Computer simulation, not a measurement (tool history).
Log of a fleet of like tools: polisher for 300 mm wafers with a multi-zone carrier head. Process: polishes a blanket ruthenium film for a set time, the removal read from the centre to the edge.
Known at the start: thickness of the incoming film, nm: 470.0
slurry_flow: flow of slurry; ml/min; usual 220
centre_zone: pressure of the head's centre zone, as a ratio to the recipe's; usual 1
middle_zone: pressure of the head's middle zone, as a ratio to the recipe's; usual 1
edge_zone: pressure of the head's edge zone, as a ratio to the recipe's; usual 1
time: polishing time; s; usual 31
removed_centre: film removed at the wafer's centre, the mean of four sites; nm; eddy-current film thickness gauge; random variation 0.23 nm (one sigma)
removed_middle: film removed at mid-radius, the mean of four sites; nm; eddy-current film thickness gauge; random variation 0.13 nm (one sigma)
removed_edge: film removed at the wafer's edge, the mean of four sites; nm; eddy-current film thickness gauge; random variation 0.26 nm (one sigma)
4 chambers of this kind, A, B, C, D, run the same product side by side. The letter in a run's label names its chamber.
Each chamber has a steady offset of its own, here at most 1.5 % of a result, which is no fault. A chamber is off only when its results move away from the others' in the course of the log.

run	hour	slurry_flow	centre_zone	middle_zone	edge_zone	time	removed_centre	removed_middle	removed_edge
# hour 3.7: chamber A: edge zone pressure recalibrated
1A	6.9	220	1	1	1	31	17.904	17.822	18.399
# hour 11.4: chamber A: worn pad replaced by a new one
# hour 15.7: chamber C: worn pad replaced by a new one
2C	18.1	220	1	1	1	31	17.867	18.152	17.398
# hour 21.7: chamber D: worn pad replaced by a new one
3D	26.7	220	1	1	1	31	17.784	17.929	18.024
4B	34.6	220	1	1	1	31	18.011	18.291	17.904
5D	45.7	220	1	1	1	31	17.819	17.851	18.076
6B	55.3	220	1	1	1	31	17.952	18.1	18.785
# hour 60.4: chamber B: worn pad replaced by a new one
7A	61.7	220	1	1	1.09	23	13.204	13.367	13.847
8C	70.5	220	1	1	1.09	23	13.439	13.652	14.245
# hour 80.9: chamber A: worn pad replaced by a new one
9A	81.1	220	1	1	1.09	23	13.386	13.415	13.736
# hour 85.8: chamber C: worn pad replaced by a new one
# hour 87.3: chamber C: centre zone pressure recalibrated
10C	87.8	220	1	1	1.09	23	13.53	13.5	14.108
11B	98.5	220	1	1	1	31	18.02	18.14	18.435
12D	104	220	1	1	1	31	17.836	17.906	18.369
13B	109.2	220	1.08	1	1	24	15.109	13.999	14.352
# hour 114.7: chamber A: slurry nozzle cleaned
14A	120.4	220	1.08	1	1	24	15.464	13.782	13.84
# hour 121.7: chamber B: worn pad replaced by a new one
15C	127.2	220	1.08	1	1	24	14.993	14.126	13.912
16D	133	220	1.08	1	1	24	14.774	13.879	13.818
# hour 143.3: chamber A: worn pad replaced by a new one
17D	143.6	220	1	1	1	31	17.769	18.048	17.684
18C	151.1	150	1	1	1	31	16.945	17.133	17.152
19B	158.2	150	1	1	1	31	16.64	16.435	17.366
# hour 164: chamber C: worn pad replaced by a new one
20A	167.6	150	1	1	1	31	16.966	16.939	17.109
# hour 170.3: chamber D: worn pad replaced by a new one
21C	174	150	1	1	1	31	16.687	16.942	17.066
22A	184.6	220	1	1	1	31	18.254	18.216	17.637
# hour 185: chamber B: worn pad replaced by a new one
23B	190.9	220	1	1	1	31	17.637	17.633	17.572
24D	201.4	220	1	1	1	31	17.739	18.1	17.788
25A	207.5	220	1	1	1	31	17.954	17.957	18.258
26B	216.8	220	1	1	1	31	17.387	17.348	17.535
27D	223.2	220	1	1	1	31	17.767	17.814	18.125
# hour 224.8: chamber C: worn pad replaced by a new one
# hour 226.9: chamber A: worn pad replaced by a new one
28C	229.6	220	1	1.06	1	28	16.37	17.35	16.128
29A	236.4	220	1	1.06	1	28	16.547	17.056	16.335
30D	243.8	220	1	1.06	1	28	16.239	17.125	16.09
# hour 249: chamber B: worn pad replaced by a new one
31C	255.2	220	1	1.06	1	28	16.11	17.399	16.15
32B	264.3	220	1	1	1	31	17.446	17.445	17.771
33D	272.9	220	1	1	1	31	17.926	17.996	17.878
34B	281.5	220	1	1	1	31	17.02	17.144	18.035
# hour 289.1: chamber C: worn pad replaced by a new one
35C	290.2	220	1	1	1	31	17.939	18.302	18.219
# hour 293.1: chamber A: worn pad replaced by a new one
# hour 295.6: chamber A: edge zone pressure recalibrated
36A	297.6	220	1	1	1	31	18.31	18.171	17.597
37B	305	220	1	1	1	31	17.259	17.033	17.537
# hour 310.1: chamber A: centre zone pressure recalibrated
# hour 311.2: chamber B: worn pad replaced by a new one
38A	313.5	220	1	1	1	31	18.211	17.806	17.912
# hour 318.6: chamber D: worn pad replaced by a new one
39C	322.4	220	1	1	1	31	18.367	17.947	17.593
40D	330.5	220	1	1	1	31	17.87	17.967	17.988
41B	335.8	220	1	1	1	31	16.845	16.699	17.43
# hour 340.1: chamber C: slurry nozzle cleaned
42D	344.2	220	1	1	1	31	18.018	17.865	17.849
43C	354.4	220	1	1	1	31	18.103	18.21	18.382

Next, every chamber runs the same settings. What will each give?
44A	362.6	220	1	1	1	31	?	?	?
44B	362.6	220	1	1	1	31	?	?	?
44C	362.6	220	1	1	1	31	?	?	?
44D	362.6	220	1	1	1	31	?	?	?

run	removed_centre	removed_middle	removed_edge
44A	18.355	17.964	17.478
44B	16.55	16.528	17.31
44C	18.326	18.345	18.123
44D	18.181	17.852	18.048
